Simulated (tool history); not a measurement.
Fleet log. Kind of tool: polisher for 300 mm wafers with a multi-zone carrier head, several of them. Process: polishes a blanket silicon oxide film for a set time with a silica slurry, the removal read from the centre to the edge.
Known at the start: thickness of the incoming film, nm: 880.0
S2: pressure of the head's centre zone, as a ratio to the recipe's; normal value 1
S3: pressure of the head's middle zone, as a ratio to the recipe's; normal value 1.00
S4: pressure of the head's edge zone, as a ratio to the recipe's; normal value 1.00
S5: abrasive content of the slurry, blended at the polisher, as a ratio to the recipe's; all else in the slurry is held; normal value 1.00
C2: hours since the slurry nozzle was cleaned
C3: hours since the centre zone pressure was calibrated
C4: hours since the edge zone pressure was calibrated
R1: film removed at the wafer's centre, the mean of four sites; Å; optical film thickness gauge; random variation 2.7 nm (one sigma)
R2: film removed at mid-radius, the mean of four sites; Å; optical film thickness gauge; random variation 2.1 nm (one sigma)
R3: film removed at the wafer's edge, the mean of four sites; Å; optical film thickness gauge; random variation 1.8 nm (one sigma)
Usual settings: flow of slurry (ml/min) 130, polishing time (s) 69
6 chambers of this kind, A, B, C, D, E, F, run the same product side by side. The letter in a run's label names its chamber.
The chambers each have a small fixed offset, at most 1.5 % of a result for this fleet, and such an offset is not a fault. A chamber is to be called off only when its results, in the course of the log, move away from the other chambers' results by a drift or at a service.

{"run": "1B", "hour": 10.4, "flow of slurry (ml/min)": 130, "S2": 1, "S3": 1.0, "S4": 1.0, "S5": 1.0, "polishing time (s)": 69, "wafers polished on this pad": 682, "C2": 303.6, "C3": 983.1, "C4": 820.9, "R1": 2673.2, "R2": 2688.1, "R3": 2663.9}
{"run": "2D", "hour": 19.6, "flow of slurry (ml/min)": 130, "S2": 1, "S3": 1.0, "S4": 1.0, "S5": 1.0, "polishing time (s)": 69, "wafers polished on this pad": 456, "C2": 259.2, "C3": 527.5, "C4": 53.0, "R1": 2750.3, "R2": 2694.8, "R3": 2686.4}
{"run": "3E", "hour": 29.9, "flow of slurry (ml/min)": 130, "S2": 1, "S3": 1.0, "S4": 1.0, "S5": 1.0, "polishing time (s)": 69, "wafers polished on this pad": 332, "C2": 551.7, "C3": 60.7, "C4": 173.0, "R1": 2675.0, "R2": 2703.2, "R3": 2660.4}
{"run": "4C", "hour": 34.6, "flow of slurry (ml/min)": 130, "S2": 1, "S3": 1.0, "S4": 1.0, "S5": 1.0, "polishing time (s)": 69, "wafers polished on this pad": 392, "C2": 535.5, "C3": 440.5, "C4": 580.6, "R1": 2667.2, "R2": 2697.1, "R3": 2649.7}
{"hour": 36.5, "done": "chamber F: centre zone pressure recalibrated"}
{"hour": 39.9, "done": "chamber D: slurry nozzle cleaned"}
{"run": "5A", "hour": 43.5, "flow of slurry (ml/min)": 130, "S2": 1, "S3": 1.0, "S4": 1.0, "S5": 1.0, "polishing time (s)": 69, "wafers polished on this pad": 448, "C2": 385.6, "C3": 1149.2, "C4": 546.6, "R1": 2685.5, "R2": 2671.0, "R3": 2676.3}
{"run": "6F", "hour": 49.0, "flow of slurry (ml/min)": 130, "S2": 1, "S3": 0.95, "S4": 1.0, "S5": 1.0, "polishing time (s)": 69, "wafers polished on this pad": 1039, "C2": 124.7, "C3": 12.6, "C4": 192.7, "R1": 2715.9, "R2": 2556.7, "R3": 2707.0}
{"run": "7F", "hour": 57.3, "flow of slurry (ml/min)": 130, "S2": 1, "S3": 0.95, "S4": 1.0, "S5": 1.0, "polishing time (s)": 69, "wafers polished on this pad": 1101, "C2": 133.0, "C3": 20.9, "C4": 201.0, "R1": 2678.7, "R2": 2528.9, "R3": 2724.1}
{"run": "8A", "hour": 67.7, "flow of slurry (ml/min)": 130, "S2": 1, "S3": 0.95, "S4": 1.0, "S5": 1.0, "polishing time (s)": 69, "wafers polished on this pad": 629, "C2": 409.8, "C3": 1173.4, "C4": 570.8, "R1": 2689.5, "R2": 2566.5, "R3": 2690.7}
{"hour": 73.4, "done": "chamber D: worn pad replaced by a new one"}
{"run": "9D", "hour": 73.4, "flow of slurry (ml/min)": 130, "S2": 1, "S3": 0.95, "S4": 1.0, "S5": 1.0, "polishing time (s)": 69, "wafers polished on this pad": 0, "C2": 33.5, "C3": 581.3, "C4": 106.8, "R1": 2689.9, "R2": 2583.3, "R3": 2688.2}
{"hour": 78.5, "done": "chamber B: worn pad replaced by a new one"}
{"hour": 81.8, "done": "chamber E: worn pad replaced by a new one"}
{"run": "10E", "hour": 81.8, "flow of slurry (ml/min)": 130, "S2": 1, "S3": 0.95, "S4": 1.0, "S5": 1.0, "polishing time (s)": 69, "wafers polished on this pad": 0, "C2": 603.6, "C3": 112.6, "C4": 224.9, "R1": 2732.1, "R2": 2586.1, "R3": 2690.4}
{"hour": 87.7, "done": "chamber F: worn pad replaced by a new one"}
{"run": "11B", "hour": 88.0, "flow of slurry (ml/min)": 130, "S2": 1, "S3": 0.95, "S4": 1.0, "S5": 1.0, "polishing time (s)": 69, "wafers polished on this pad": 71, "C2": 381.2, "C3": 1060.7, "C4": 898.5, "R1": 2686.8, "R2": 2584.9, "R3": 2668.3}
{"run": "12C", "hour": 94.8, "flow of slurry (ml/min)": 130, "S2": 1, "S3": 1.0, "S4": 1.0, "S5": 1.0, "polishing time (s)": 69, "wafers polished on this pad": 842, "C2": 595.7, "C3": 500.7, "C4": 640.8, "R1": 2664.0, "R2": 2666.6, "R3": 2682.6}
{"run": "13B", "hour": 99.6, "flow of slurry (ml/min)": 130, "S2": 1, "S3": 1.0, "S4": 1.0, "S5": 1.0, "polishing time (s)": 69, "wafers polished on this pad": 157, "C2": 392.8, "C3": 1072.3, "C4": 910.1, "R1": 2663.8, "R2": 2681.3, "R3": 2683.1}
{"hour": 102.0, "done": "chamber A: centre zone pressure recalibrated"}
{"run": "14C", "hour": 108.6, "flow of slurry (ml/min)": 130, "S2": 1, "S3": 1.0, "S4": 1.0, "S5": 1.0, "polishing time (s)": 69, "wafers polished on this pad": 945, "C2": 609.5, "C3": 514.5, "C4": 654.6, "R1": 2673.3, "R2": 2675.5, "R3": 2665.0}
{"run": "15E", "hour": 117.0, "flow of slurry (ml/min)": 130, "S2": 1, "S3": 1.0, "S4": 1.04, "S5": 1.0, "polishing time (s)": 69, "wafers polished on this pad": 263, "C2": 638.8, "C3": 147.8, "C4": 260.1, "R1": 2675.9, "R2": 2693.6, "R3": 2718.2}
{"hour": 122.0, "done": "chamber B: slurry nozzle cleaned"}
{"run": "16F", "hour": 124.7, "flow of slurry (ml/min)": 130, "S2": 1, "S3": 1.0, "S4": 1.04, "S5": 1.0, "polishing time (s)": 69, "wafers polished on this pad": 277, "C2": 200.4, "C3": 88.3, "C4": 268.4, "R1": 2691.9, "R2": 2717.8, "R3": 2765.5}
{"hour": 133.3, "done": "chamber A: worn pad replaced by a new one"}
{"run": "17A", "hour": 134.8, "flow of slurry (ml/min)": 130, "S2": 1, "S3": 1.0, "S4": 1.04, "S5": 1.0, "polishing time (s)": 69, "wafers polished on this pad": 11, "C2": 476.9, "C3": 32.8, "C4": 637.9, "R1": 2709.3, "R2": 2678.0, "R3": 2750.9}
{"run": "18D", "hour": 140.3, "flow of slurry (ml/min)": 130, "S2": 1, "S3": 1.0, "S4": 1.04, "S5": 1.0, "polishing time (s)": 69, "wafers polished on this pad": 500, "C2": 100.4, "C3": 648.2, "C4": 173.7, "R1": 2709.4, "R2": 2748.6, "R3": 2761.6}
{"run": "19A", "hour": 150.2, "flow of slurry (ml/min)": 130, "S2": 1, "S3": 1.0, "S4": 1.04, "S5": 1.0, "polishing time (s)": 69, "wafers polished on this pad": 127, "C2": 492.3, "C3": 48.2, "C4": 653.3, "R1": 2682.7, "R2": 2675.5, "R3": 2751.2}
{"run": "20E", "hour": 159.2, "flow of slurry (ml/min)": 130, "S2": 1, "S3": 1.0, "S4": 1.04, "S5": 1.0, "polishing time (s)": 69, "wafers polished on this pad": 579, "C2": 681.0, "C3": 190.0, "C4": 302.3, "R1": 2690.7, "R2": 2709.8, "R3": 2718.2}
{"hour": 163.1, "done": "chamber A: slurry nozzle cleaned"}
{"run": "21C", "hour": 169.0, "flow of slurry (ml/min)": 130, "S2": 1, "S3": 1.0, "S4": 1.0, "S5": 1.0, "polishing time (s)": 69, "wafers polished on this pad": 1397, "C2": 669.9, "C3": 574.9, "C4": 715.0, "R1": 2721.9, "R2": 2683.6, "R3": 2675.7}
{"hour": 173.9, "done": "chamber E: worn pad replaced by a new one"}
{"hour": 173.9, "done": "chamber C: worn pad replaced by a new one"}
{"run": "22D", "hour": 175.4, "flow of slurry (ml/min)": 130, "S2": 1, "S3": 1.0, "S4": 1.0, "S5": 1.0, "polishing time (s)": 69, "wafers polished on this pad": 762, "C2": 135.5, "C3": 683.3, "C4": 208.8, "R1": 2712.0, "R2": 2717.3, "R3": 2650.3}
{"hour": 182.7, "done": "chamber E: slurry nozzle cleaned"}
{"run": "23F", "hour": 184.5, "flow of slurry (ml/min)": 130, "S2": 1, "S3": 1.0, "S4": 1.0, "S5": 1.0, "polishing time (s)": 69, "wafers polished on this pad": 724, "C2": 260.2, "C3": 148.1, "C4": 328.2, "R1": 2639.8, "R2": 2697.3, "R3": 2695.0}
{"hour": 190.4, "done": "chamber D: worn pad replaced by a new one"}
{"run": "24B", "hour": 192.1, "flow of slurry (ml/min)": 130, "S2": 1, "S3": 1.0, "S4": 1.0, "S5": 1.0, "polishing time (s)": 69, "wafers polished on this pad": 849, "C2": 70.1, "C3": 1164.8, "C4": 1002.6, "R1": 2709.8, "R2": 2697.5, "R3": 2666.7}
{"hour": 194.0, "done": "chamber C: slurry nozzle cleaned"}
{"run": "25F", "hour": 201.4, "flow of slurry (ml/min)": 130, "S2": 1, "S3": 1.0, "S4": 1.0, "S5": 0.75, "polishing time (s)": 69, "wafers polished on this pad": 850, "C2": 277.1, "C3": 165.0, "C4": 345.1, "R1": 2317.7, "R2": 2341.9, "R3": 2365.1}
{"run": "26A", "hour": 211.0, "flow of slurry (ml/min)": 130, "S2": 1, "S3": 1.0, "S4": 1.0, "S5": 0.75, "polishing time (s)": 69, "wafers polished on this pad": 581, "C2": 47.9, "C3": 109.0, "C4": 714.1, "R1": 2362.5, "R2": 2317.8, "R3": 2327.3}
{"run": "27B", "hour": 220.6, "flow of slurry (ml/min)": 130, "S2": 1, "S3": 1.0, "S4": 1.0, "S5": 0.75, "polishing time (s)": 69, "wafers polished on this pad": 1062, "C2": 98.6, "C3": 1193.3, "C4": 1031.1, "R1": 2374.9, "R2": 2355.7, "R3": 2355.9}
{"run": "28E", "hour": 229.1, "flow of slurry (ml/min)": 130, "S2": 1, "S3": 1.0, "S4": 1.0, "S5": 0.75, "polishing time (s)": 69, "wafers polished on this pad": 413, "C2": 46.4, "C3": 259.9, "C4": 372.2, "R1": 2310.8, "R2": 2380.8, "R3": 2296.7}
{"hour": 235.1, "done": "chamber B: worn pad replaced by a new one"}
{"run": "29C", "hour": 236.5, "flow of slurry (ml/min)": 130, "S2": 1, "S3": 1.0, "S4": 1.0, "S5": 0.75, "polishing time (s)": 69, "wafers polished on this pad": 468, "C2": 42.5, "C3": 642.4, "C4": 782.5, "R1": 2345.8, "R2": 2333.3, "R3": 2301.9}
{"run": "30D", "hour": 243.0, "flow of slurry (ml/min)": 130, "S2": 1, "S3": 1.0, "S4": 1.0, "S5": 0.75, "polishing time (s)": 69, "wafers polished on this pad": 393, "C2": 203.1, "C3": 750.9, "C4": 276.4, "R1": 2356.6, "R2": 2356.6, "R3": 2337.3}
{"hour": 245.2, "done": "chamber C: centre zone pressure recalibrated"}
{"run": "31D", "hour": 252.4, "flow of slurry (ml/min)": 130, "S2": 1, "S3": 1.0, "S4": 1.0, "S5": 1.0, "polishing time (s)": 69, "wafers polished on this pad": 464, "C2": 212.5, "C3": 760.3, "C4": 285.8, "R1": 2691.0, "R2": 2716.5, "R3": 2665.1}
{"hour": 252.9, "done": "chamber F: worn pad replaced by a new one"}
{"hour": 257.1, "done": "chamber A: worn pad replaced by a new one"}
{"run": "32B", "hour": 257.3, "flow of slurry (ml/min)": 130, "S2": 1, "S3": 1.0, "S4": 1.0, "S5": 1.0, "polishing time (s)": 69, "wafers polished on this pad": 166, "C2": 135.3, "C3": 1230.0, "C4": 1067.8, "R1": 2730.5, "R2": 2696.5, "R3": 2696.5}
{"hour": 261.7, "done": "chamber E: worn pad replaced by a new one"}
{"run": "33A", "hour": 265.6, "flow of slurry (ml/min)": 170, "S2": 1, "S3": 1.0, "S4": 1.0, "S5": 1.0, "polishing time (s)": 69, "wafers polished on this pad": 64, "C2": 102.5, "C3": 163.6, "C4": 768.7, "R1": 2858.8, "R2": 2780.1, "R3": 2749.4}
{"run": "34C", "hour": 274.8, "flow of slurry (ml/min)": 170, "S2": 1, "S3": 1.0, "S4": 1.0, "S5": 1.0, "polishing time (s)": 69, "wafers polished on this pad": 755, "C2": 80.8, "C3": 29.7, "C4": 820.8, "R1": 2864.2, "R2": 2793.3, "R3": 2779.1}
{"run": "35E", "hour": 283.5, "flow of slurry (ml/min)": 170, "S2": 1, "S3": 1.0, "S4": 1.0, "S5": 1.0, "polishing time (s)": 69, "wafers polished on this pad": 163, "C2": 100.8, "C3": 314.3, "C4": 426.6, "R1": 2883.8, "R2": 2885.5, "R3": 2779.8}
{"run": "36F", "hour": 293.2, "flow of slurry (ml/min)": 170, "S2": 1, "S3": 1.0, "S4": 1.0, "S5": 1.0, "polishing time (s)": 69, "wafers polished on this pad": 301, "C2": 368.9, "C3": 256.8, "C4": 436.9, "R1": 2862.5, "R2": 2846.4, "R3": 2829.7}
{"run": "37A", "hour": 300.5, "flow of slurry (ml/min)": 170, "S2": 1, "S3": 1.0, "S4": 1.0, "S5": 1.0, "polishing time (s)": 69, "wafers polished on this pad": 325, "C2": 137.4, "C3": 198.5, "C4": 803.6, "R1": 2855.0, "R2": 2803.9, "R3": 2796.4}
{"run": "38F", "hour": 308.5, "flow of slurry (ml/min)": 170, "S2": 1, "S3": 1.0, "S4": 1.0, "S5": 1.0, "polishing time (s)": 69, "wafers polished on this pad": 416, "C2": 384.2, "C3": 272.1, "C4": 452.2, "R1": 2792.5, "R2": 2818.9, "R3": 2824.1}
{"run": "39B", "hour": 314.0, "flow of slurry (ml/min)": 130, "S2": 1, "S3": 1.0, "S4": 1.0, "S5": 1.0, "polishing time (s)": 69, "wafers polished on this pad": 590, "C2": 192.0, "C3": 1286.7, "C4": 1124.5, "R1": 2706.5, "R2": 2745.3, "R3": 2709.6}
{"run": "40E", "hour": 318.9, "flow of slurry (ml/min)": 130, "S2": 1, "S3": 1.0, "S4": 1.0, "S5": 1.0, "polishing time (s)": 69, "wafers polished on this pad": 428, "C2": 136.2, "C3": 349.7, "C4": 462.0, "R1": 2724.2, "R2": 2712.0, "R3": 2689.6}

Next, every chamber runs the same settings. What will each give?
{"run": "41A", "hour": 326.7, "flow of slurry (ml/min)": 130, "S2": 1, "S3": 1.0, "S4": 1.0, "S5": 1.0, "polishing time (s)": 69, "R1": "?", "R2": "?", "R3": "?"}
{"run": "41B", "hour": 326.7, "flow of slurry (ml/min)": 130, "S2": 1, "S3": 1.0, "S4": 1.0, "S5": 1.0, "polishing time (s)": 69, "R1": "?", "R2": "?", "R3": "?"}
{"run": "41C", "hour": 326.7, "flow of slurry (ml/min)": 130, "S2": 1, "S3": 1.0, "S4": 1.0, "S5": 1.0, "polishing time (s)": 69, "R1": "?", "R2": "?", "R3": "?"}
{"run": "41D", "hour": 326.7, "flow of slurry (ml/min)": 130, "S2": 1, "S3": 1.0, "S4": 1.0, "S5": 1.0, "polishing time (s)": 69, "R1": "?", "R2": "?", "R3": "?"}
{"run": "41E", "hour": 326.7, "flow of slurry (ml/min)": 130, "S2": 1, "S3": 1.0, "S4": 1.0, "S5": 1.0, "polishing time (s)": 69, "R1": "?", "R2": "?", "R3": "?"}
{"run": "41F", "hour": 326.7, "flow of slurry (ml/min)": 130, "S2": 1, "S3": 1.0, "S4": 1.0, "S5": 1.0, "polishing time (s)": 69, "R1": "?", "R2": "?", "R3": "?"}

run=41A R1=2688.5 R2=2674.3 R3=2695.6
run=41B R1=2692.4 R2=2738.2 R3=2687.7
run=41C R1=2688.1 R2=2684.9 R3=2700.1
run=41D R1=2716.4 R2=2705.2 R3=2718.0
run=41E R1=2709.3 R2=2709.2 R3=2705.9
run=41F R1=2673.2 R2=2675.3 R3=2724.5
